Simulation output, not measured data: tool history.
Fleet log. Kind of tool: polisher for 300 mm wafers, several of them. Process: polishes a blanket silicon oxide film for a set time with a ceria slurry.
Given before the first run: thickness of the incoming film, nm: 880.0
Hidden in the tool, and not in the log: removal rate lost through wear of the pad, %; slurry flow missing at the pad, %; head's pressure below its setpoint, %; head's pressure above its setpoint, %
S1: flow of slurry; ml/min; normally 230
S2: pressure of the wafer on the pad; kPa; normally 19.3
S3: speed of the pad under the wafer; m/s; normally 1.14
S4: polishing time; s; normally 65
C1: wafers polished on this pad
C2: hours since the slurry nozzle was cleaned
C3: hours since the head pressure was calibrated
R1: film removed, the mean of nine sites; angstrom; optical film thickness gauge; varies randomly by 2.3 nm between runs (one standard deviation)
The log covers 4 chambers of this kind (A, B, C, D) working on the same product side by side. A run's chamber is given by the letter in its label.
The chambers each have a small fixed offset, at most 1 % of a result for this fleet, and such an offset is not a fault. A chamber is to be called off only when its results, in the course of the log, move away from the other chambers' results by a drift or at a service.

run   hour   S1    S2    S3  S4   C1     C2     C3      R1
      11.0  -- chamber B: worn pad replaced by a new one
 1A   15.0  230  19.3  1.14  65  472  490.6  533.6  3156.3
 2D   25.8  230  19.3  1.14  65  375  561.7  394.3  3149.7
 3C   41.7  230  19.3  1.14  65  854  174.6  158.6  3207.7
      41.8  -- chamber D: worn pad replaced by a new one
 4B   53.5  230  19.3  1.14  65  358  261.2  660.0  3183.3
      54.1  -- chamber D: slurry nozzle cleaned
      60.2  -- chamber A: worn pad replaced by a new one
      62.5  -- chamber C: slurry nozzle cleaned
      65.1  -- chamber C: worn pad replaced by a new one
 5D   69.3  230  19.3  1.14  65  232   15.2  437.8  3186.9
 6A   78.8  230  19.3  1.14  65  157  554.4  597.4  3161.7
 7C   90.6  230  19.3  1.14  65  215   28.2  207.5  3191.2
 8B  100.7  230  13.1  1.14  46  755  308.4  707.2  1551.2
     102.7  -- chamber D: worn pad replaced by a new one
 9B  112.5  230  13.1  1.14  46  855  320.2  719.0  1548.9
10D  122.6  230  13.1  1.14  46  168   68.5  491.1  1531.8
     128.6  -- chamber B: worn pad replaced by a new one
11A  130.7  230  13.1  1.14  46  594  606.3  649.3  1522.7
12C  146.2  230  19.3  1.14  65  683   83.8  263.1  3246.0
     160.6  -- chamber A: worn pad replaced by a new one
13D  161.5  230  19.3  1.14  65  495  107.4  530.0  3177.4
     163.7  -- chamber D: worn pad replaced by a new one
     164.6  -- chamber A: slurry nozzle cleaned
14B  171.0  230  19.3  1.14  65  357  378.7  777.5  3188.6
     179.6  -- chamber C: worn pad replaced by a new one
     182.3  -- chamber A: head pressure recalibrated
15A  183.3  230  19.3  1.14  65  191   18.7    1.0  2895.6
16C  192.3  230  19.3  1.14  65  107  129.9  309.2  3218.6
17A  201.3  230  19.3  1.14  65  343   36.7   19.0  2904.1
18B  216.9  230  19.3  1.14  65  743  424.6  823.4  3185.1
     218.7  -- chamber D: worn pad replaced by a new one
19C  228.4  230  19.3  1.14  65  411  166.0  345.3  3223.0
20D  236.6  230  19.3  1.14  65  150  182.5  605.1  3168.4
     247.2  -- chamber B: worn pad replaced by a new one
     250.6  -- chamber A: worn pad replaced by a new one
21A  252.8  230  19.3  1.14  65   18   88.2   70.5  2904.3
22D  263.7  230  19.3  1.14  65  379  209.6  632.2  3147.6
23C  275.2  230  19.3  0.90  65  805  212.8  392.1  2551.8
24B  286.9  230  19.3  0.90  65  334  494.6  893.4  2522.1

Does one chamber stand apart from the rest, does the shared gauge drift, or is all well apart from small per-chamber offsets? Give the chamber and the most likely cause, where there is one.

A service left chamber A off against the others.
Likeliest cause: head's pressure below its setpoint, % = 8.72.

Below are 4 candidate recipes for chamber A's next run, each the usual settings with a change, their results shown as question marks. Which of them brings A's results back in line with what the other chambers give on the usual settings?
To be in line, a result may differ from the other chambers' mean on the usual settings by at most: R1 81.0 angstrom
25A-1  298.8  230  18.6  1.08  65               ?
25A-2  298.8  230  19.3  1.16  66               ?
25A-3  298.8  230  20.0  1.18  67               ?
25A-4  298.8  230  19.3  1.12  64               ?

On the usual settings, the other chambers give on average: R1 3191.6 angstrom
  run      R1
25A-1  2642.3
25A-2  2986.0
25A-3  3193.4
25A-4  2797.0
It is 25A-3 that realigns the chamber with its peers.

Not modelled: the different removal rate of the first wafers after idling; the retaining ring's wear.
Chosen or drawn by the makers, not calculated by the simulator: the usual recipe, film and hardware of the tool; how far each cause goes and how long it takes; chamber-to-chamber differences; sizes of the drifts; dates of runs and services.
